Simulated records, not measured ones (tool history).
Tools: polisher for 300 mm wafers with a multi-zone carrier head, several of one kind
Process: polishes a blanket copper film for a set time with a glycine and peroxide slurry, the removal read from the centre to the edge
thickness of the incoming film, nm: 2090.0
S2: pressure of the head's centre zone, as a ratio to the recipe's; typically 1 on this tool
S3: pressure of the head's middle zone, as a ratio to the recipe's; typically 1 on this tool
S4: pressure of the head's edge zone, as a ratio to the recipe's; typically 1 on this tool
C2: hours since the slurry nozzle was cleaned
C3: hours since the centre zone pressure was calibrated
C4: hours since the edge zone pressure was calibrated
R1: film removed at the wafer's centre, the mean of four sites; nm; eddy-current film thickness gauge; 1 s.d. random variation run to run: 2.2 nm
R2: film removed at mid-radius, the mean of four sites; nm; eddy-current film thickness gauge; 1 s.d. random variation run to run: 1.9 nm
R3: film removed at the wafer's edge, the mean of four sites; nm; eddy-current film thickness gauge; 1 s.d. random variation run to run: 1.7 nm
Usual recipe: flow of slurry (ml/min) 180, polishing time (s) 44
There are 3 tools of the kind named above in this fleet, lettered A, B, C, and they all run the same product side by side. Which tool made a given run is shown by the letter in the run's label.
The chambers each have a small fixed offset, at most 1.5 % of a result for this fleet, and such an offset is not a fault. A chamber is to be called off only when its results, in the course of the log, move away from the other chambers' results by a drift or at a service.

run 1A hour=8.4 | flow_of_slurry_(ml/min)=180 S2=1 S3=1 S4=1 polishing_time_(s)=44 | wafers_polished_on_this_pad=573 C2=240.7 C3=217.2 C4=867.1 | R1=163.14 R2=169.95 R3=167.88
run 2B hour=16.1 | flow_of_slurry_(ml/min)=180 S2=1 S3=1 S4=1 polishing_time_(s)=44 | wafers_polished_on_this_pad=624 C2=124.2 C3=86.5 C4=361.1 | R1=163.47 R2=164.69 R3=167.77
run 3C hour=20.6 | flow_of_slurry_(ml/min)=180 S2=1 S3=1 S4=1 polishing_time_(s)=44 | wafers_polished_on_this_pad=1105 C2=744.3 C3=122.7 C4=721.2 | R1=168.08 R2=169.77 R3=169.49
-- hour=21 chamber A: worn pad replaced by a new one
-- hour=21.8 chamber A: slurry nozzle cleaned
run 4B hour=28.4 | flow_of_slurry_(ml/min)=180 S2=1 S3=1 S4=1 polishing_time_(s)=44 | wafers_polished_on_this_pad=787 C2=136.5 C3=98.8 C4=373.4 | R1=164.03 R2=167.23 R3=164.4
-- hour=32.7 chamber C: worn pad replaced by a new one
run 5A hour=34.7 | flow_of_slurry_(ml/min)=180 S2=1 S3=1 S4=1 polishing_time_(s)=44 | wafers_polished_on_this_pad=182 C2=13 C3=243.5 C4=893.4 | R1=165.51 R2=167.77 R3=167.12
run 6C hour=42 | flow_of_slurry_(ml/min)=180 S2=1 S3=1 S4=1 polishing_time_(s)=44 | wafers_polished_on_this_pad=124 C2=765.7 C3=144.1 C4=742.6 | R1=163.91 R2=165.48 R3=166.09
run 7B hour=50.8 | flow_of_slurry_(ml/min)=180 S2=1 S3=1 S4=1 polishing_time_(s)=44 | wafers_polished_on_this_pad=1086 C2=158.9 C3=121.2 C4=395.8 | R1=168.68 R2=167.6 R3=163.47
run 8C hour=58.3 | flow_of_slurry_(ml/min)=180 S2=1 S3=1 S4=1 polishing_time_(s)=44 | wafers_polished_on_this_pad=341 C2=782 C3=160.4 C4=758.9 | R1=165.36 R2=171.07 R3=164.5
run 9A hour=64.6 | flow_of_slurry_(ml/min)=180 S2=1 S3=1 S4=1 polishing_time_(s)=44 | wafers_polished_on_this_pad=580 C2=42.9 C3=273.4 C4=923.3 | R1=168.55 R2=169.06 R3=168.28
run 10C hour=72.2 | flow_of_slurry_(ml/min)=180 S2=1 S3=1 S4=1 polishing_time_(s)=44 | wafers_polished_on_this_pad=526 C2=795.9 C3=174.3 C4=772.8 | R1=164.81 R2=168.7 R3=165.02
-- hour=75.3 chamber A: worn pad replaced by a new one
run 11A hour=78.3 | flow_of_slurry_(ml/min)=180 S2=1.04 S3=1.1 S4=1 polishing_time_(s)=44 | wafers_polished_on_this_pad=40 C2=56.6 C3=287.1 C4=937 | R1=172.98 R2=182.93 R3=167.16
-- hour=78.8 chamber B: worn pad replaced by a new one
run 12B hour=86 | flow_of_slurry_(ml/min)=180 S2=1.04 S3=1.1 S4=1 polishing_time_(s)=44 | wafers_polished_on_this_pad=96 C2=194.1 C3=156.4 C4=431 | R1=173.83 R2=177.85 R3=168.34
run 13C hour=94 | flow_of_slurry_(ml/min)=180 S2=1.04 S3=1.1 S4=1 polishing_time_(s)=44 | wafers_polished_on_this_pad=816 C2=817.7 C3=196.1 C4=794.6 | R1=173.05 R2=186.57 R3=166.65
-- hour=94.3 chamber C: slurry nozzle cleaned
run 14A hour=102.4 | flow_of_slurry_(ml/min)=180 S2=1 S3=1 S4=1 polishing_time_(s)=52 | wafers_polished_on_this_pad=361 C2=80.7 C3=311.2 C4=961.1 | R1=193.96 R2=195.78 R3=200.28
-- hour=105.2 chamber B: edge zone pressure recalibrated
run 15B hour=112 | flow_of_slurry_(ml/min)=180 S2=1 S3=1 S4=1 polishing_time_(s)=52 | wafers_polished_on_this_pad=442 C2=220.1 C3=182.4 C4=6.9 | R1=196.31 R2=198.24 R3=195.5
run 16B hour=119.8 | flow_of_slurry_(ml/min)=180 S2=1 S3=1 S4=1 polishing_time_(s)=52 | wafers_polished_on_this_pad=546 C2=227.9 C3=190.2 C4=14.7 | R1=200.52 R2=199.85 R3=199.09
run 17A hour=125.3 | flow_of_slurry_(ml/min)=180 S2=1 S3=1 S4=1 polishing_time_(s)=44 | wafers_polished_on_this_pad=666 C2=103.6 C3=334.1 C4=984 | R1=168.18 R2=168.9 R3=171.34
-- hour=129.2 chamber A: worn pad replaced by a new one
run 18C hour=131.8 | flow_of_slurry_(ml/min)=230 S2=1 S3=1.07 S4=1 polishing_time_(s)=44 | wafers_polished_on_this_pad=1319 C2=37.6 C3=233.9 C4=832.4 | R1=172.74 R2=187.67 R3=170.72
run 19A hour=139 | flow_of_slurry_(ml/min)=230 S2=1 S3=1.07 S4=1 polishing_time_(s)=44 | wafers_polished_on_this_pad=131 C2=117.3 C3=347.8 C4=997.7 | R1=174.91 R2=189.14 R3=168.19
-- hour=142.1 chamber C: worn pad replaced by a new one
run 20B hour=147.7 | flow_of_slurry_(ml/min)=230 S2=1 S3=1.07 S4=1 polishing_time_(s)=44 | wafers_polished_on_this_pad=917 C2=255.8 C3=218.1 C4=42.6 | R1=171.93 R2=183.01 R3=167.03
run 21C hour=154.5 | flow_of_slurry_(ml/min)=180 S2=1.11 S3=1 S4=1 polishing_time_(s)=44 | wafers_polished_on_this_pad=165 C2=60.3 C3=256.6 C4=855.1 | R1=186.38 R2=171.04 R3=166.87
run 22B hour=162.1 | flow_of_slurry_(ml/min)=180 S2=1.11 S3=1 S4=1 polishing_time_(s)=44 | wafers_polished_on_this_pad=1109 C2=270.2 C3=232.5 C4=57 | R1=187.97 R2=164.13 R3=166.38
run 23A hour=171.1 | flow_of_slurry_(ml/min)=180 S2=1.11 S3=1 S4=1 polishing_time_(s)=44 | wafers_polished_on_this_pad=558 C2=149.4 C3=379.9 C4=1029.8 | R1=187.8 R2=170.14 R3=167.14
-- hour=175.3 chamber B: worn pad replaced by a new one
run 24C hour=178.1 | flow_of_slurry_(ml/min)=180 S2=1 S3=1 S4=1 polishing_time_(s)=44 | wafers_polished_on_this_pad=479 C2=83.9 C3=280.2 C4=878.7 | R1=164.44 R2=171.47 R3=167.96
run 25A hour=186.5 | flow_of_slurry_(ml/min)=180 S2=1 S3=1 S4=1 polishing_time_(s)=44 | wafers_polished_on_this_pad=763 C2=164.8 C3=395.3 C4=1045.2 | R1=168.71 R2=171.61 R3=168.06
-- hour=191.1 chamber A: worn pad replaced by a new one
run 26C hour=193.5 | flow_of_slurry_(ml/min)=240 S2=1 S3=0.91 S4=1 polishing_time_(s)=44 | wafers_polished_on_this_pad=684 C2=99.3 C3=295.6 C4=894.1 | R1=170.06 R2=163.71 R3=172.14
run 27B hour=203.6 | flow_of_slurry_(ml/min)=240 S2=1 S3=0.91 S4=1 polishing_time_(s)=44 | wafers_polished_on_this_pad=377 C2=311.7 C3=274 C4=98.5 | R1=178.28 R2=159.7 R3=170.65
run 28B hour=213.5 | flow_of_slurry_(ml/min)=240 S2=1 S3=0.91 S4=1 polishing_time_(s)=44 | wafers_polished_on_this_pad=509 C2=321.6 C3=283.9 C4=108.4 | R1=172.93 R2=161.08 R3=171.76
run 29C hour=221.1 | flow_of_slurry_(ml/min)=180 S2=1 S3=1 S4=0.89 polishing_time_(s)=44 | wafers_polished_on_this_pad=1051 C2=126.9 C3=323.2 C4=921.7 | R1=165.09 R2=171.91 R3=157.03
-- hour=223.6 chamber C: centre zone pressure recalibrated
run 30A hour=230.2 | flow_of_slurry_(ml/min)=180 S2=1 S3=1 S4=0.89 polishing_time_(s)=44 | wafers_polished_on_this_pad=521 C2=208.5 C3=439 C4=1088.9 | R1=165.68 R2=169.68 R3=157.29
run 31C hour=237.7 | flow_of_slurry_(ml/min)=180 S2=1 S3=1 S4=0.89 polishing_time_(s)=44 | wafers_polished_on_this_pad=1272 C2=143.5 C3=14.1 C4=938.3 | R1=169.08 R2=170.36 R3=157.63
run 32A hour=244.5 | flow_of_slurry_(ml/min)=180 S2=1.08 S3=1 S4=1 polishing_time_(s)=44 | wafers_polished_on_this_pad=711 C2=222.8 C3=453.3 C4=1103.2 | R1=183.24 R2=167.87 R3=164.65
-- hour=246.3 chamber A: centre zone pressure recalibrated
-- hour=251.5 chamber A: worn pad replaced by a new one
run 33B hour=253.4 | flow_of_slurry_(ml/min)=180 S2=1.08 S3=1 S4=1 polishing_time_(s)=44 | wafers_polished_on_this_pad=1040 C2=361.5 C3=323.8 C4=148.3 | R1=180.21 R2=164.86 R3=168.08
-- hour=258.4 chamber C: worn pad replaced by a new one
run 34C hour=261.5 | flow_of_slurry_(ml/min)=180 S2=1.08 S3=1 S4=1 polishing_time_(s)=44 | wafers_polished_on_this_pad=42 C2=167.3 C3=37.9 C4=962.1 | R1=181.27 R2=172.15 R3=167.44
-- hour=268 chamber A: slurry nozzle cleaned
run 35A hour=268.5 | flow_of_slurry_(ml/min)=180 S2=1 S3=1 S4=1 polishing_time_(s)=44 | wafers_polished_on_this_pad=227 C2=0.5 C3=22.2 C4=1127.2 | R1=165.99 R2=166.56 R3=165.26

All 3 chambers run these settings next. Forecast each chamber's results:
run 36A hour=275.7 | flow_of_slurry_(ml/min)=180 S2=1 S3=1 S4=1 polishing_time_(s)=44 | R1=? R2=? R3=?
run 36B hour=275.7 | flow_of_slurry_(ml/min)=180 S2=1 S3=1 S4=1 polishing_time_(s)=44 | R1=? R2=? R3=?
run 36C hour=275.7 | flow_of_slurry_(ml/min)=180 S2=1 S3=1 S4=1 polishing_time_(s)=44 | R1=? R2=? R3=?

run=36A R1=167.6 R2=165.78 R3=166.53
run=36B R1=171.49 R2=167.01 R3=166.36
run=36C R1=166.4 R2=171.37 R3=164.24
